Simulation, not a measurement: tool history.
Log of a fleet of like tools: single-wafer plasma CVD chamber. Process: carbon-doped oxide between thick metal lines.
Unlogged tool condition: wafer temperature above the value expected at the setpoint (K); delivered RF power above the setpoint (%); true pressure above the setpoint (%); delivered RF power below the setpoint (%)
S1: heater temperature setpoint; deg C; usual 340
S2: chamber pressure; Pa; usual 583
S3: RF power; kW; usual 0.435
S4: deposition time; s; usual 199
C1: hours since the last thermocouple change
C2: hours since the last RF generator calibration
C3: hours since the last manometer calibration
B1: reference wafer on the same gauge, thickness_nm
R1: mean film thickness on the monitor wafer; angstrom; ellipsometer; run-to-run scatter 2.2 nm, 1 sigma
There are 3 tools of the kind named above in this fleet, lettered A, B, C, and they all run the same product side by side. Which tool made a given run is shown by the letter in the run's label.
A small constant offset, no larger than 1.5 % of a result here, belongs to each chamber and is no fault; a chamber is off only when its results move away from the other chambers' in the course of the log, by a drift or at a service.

run   hour   S1   S2     S3   S4      C1     C2     C3      B1       R1
       2.7  -- chamber B: capacitance manometer re-zeroed and calibrated
 1C    4.4  340  583  0.435  199  1303.5  706.6  204.2  829.10   9299.5
 2B   10.5  340  583  0.435  199   978.2  249.8    7.8  828.79   9284.0
 3A   15.3  340  583  0.435  199   177.9  368.7  128.9  829.55   9198.1
 4A   21.6  340  583  0.435  199   184.2  375.0  135.2  828.76   9235.5
 5C   27.2  340  583  0.435  199  1326.3  729.4  227.0  829.15   9295.0
 6B   33.9  340  583  0.435  199  1001.6  273.2   31.2  829.14   9306.3
 7C   38.7  340  583  0.435  199  1337.8  740.9  238.5  829.01   9296.3
 8A   43.5  340  583  0.435  199   206.1  396.9  157.1  829.12   9213.0
 9B   49.7  340  583  0.435  199  1017.4  289.0   47.0  829.19   9300.0
10C   55.3  326  648  0.435  199  1354.4  757.5  255.1  829.64   9851.3
11A   61.7  326  648  0.435  199   224.3  415.1  175.3  828.45   9754.0
12B   67.3  326  648  0.435  199  1035.0  306.6   64.6  828.70   9846.3
13C   73.6  330  583  0.435  199  1372.7  775.8  273.4  828.69   9532.6
14A   79.0  330  583  0.435  199   241.6  432.4  192.6  828.88   9498.1
15B   85.0  330  583  0.435  199  1052.7  324.3   82.3  829.11   9599.7
      89.1  -- chamber B: thermocouple changed; heater temperature recalibrated
16A   91.2  340  476  0.355  199   253.8  444.6  204.8  829.09   7679.5
17B   97.2  340  476  0.355  199     8.1  336.5   94.5  829.23   7767.3
18C  100.7  340  476  0.355  199  1399.8  802.9  300.5  828.86   7733.8
19A  106.4  340  583  0.435  199   269.0  459.8  220.0  829.19   9214.4
20C  110.4  340  583  0.435  199  1409.5  812.6  310.2  829.45   9266.6
21B  113.8  340  583  0.435  199    24.7  353.1  111.1  829.19   9298.1
22B  117.5  340  583  0.435  199    28.4  356.8  114.8  828.98   9298.0
23A  120.9  340  583  0.435  199   283.5  474.3  234.5  828.89   9220.2
24C  127.1  340  583  0.435  199  1426.2  829.3  326.9  828.93   9255.6
25C  133.4  340  583  0.435  199  1432.5  835.6  333.2  828.76   9276.3
26B  137.4  340  485  0.435  199    48.3  376.7  134.7  829.21   9066.3
27A  141.1  340  485  0.435  199   303.7  494.5  254.7  828.92   8985.1
28B  147.6  340  485  0.435  199    58.5  386.9  144.9  828.93   9042.5
29C  153.2  340  583  0.435  181  1452.3  855.4  353.0  828.59   8410.5
30A  157.8  340  583  0.435  181   320.4  511.2  271.4  828.63   8346.8
31C  161.5  340  583  0.435  181  1460.6  863.7  361.3  828.46   8458.8
32B  165.2  340  583  0.435  199    76.1  404.5  162.5  829.20   9275.1
33A  171.2  340  583  0.435  199   333.8  524.6  284.8  828.89   9176.2
34C  177.5  340  583  0.495  199  1476.6  879.7  377.3  828.84  10091.0
35A  183.5  340  583  0.495  199   346.1  536.9  297.1  829.17  10052.0
36B  189.6  340  583  0.495  199   100.5  428.9  186.9  829.54  10113.0
37B  194.8  340  583  0.435  199   105.7  434.1  192.1  829.05   9280.8

What goes on in this fleet: one chamber off, a drifting gauge, or nothing beyond the chambers' own small offsets? Name the chamber and the cause, if any.

Neither any chamber nor the gauge drifts; the chambers differ only by their own small, steady offsets.
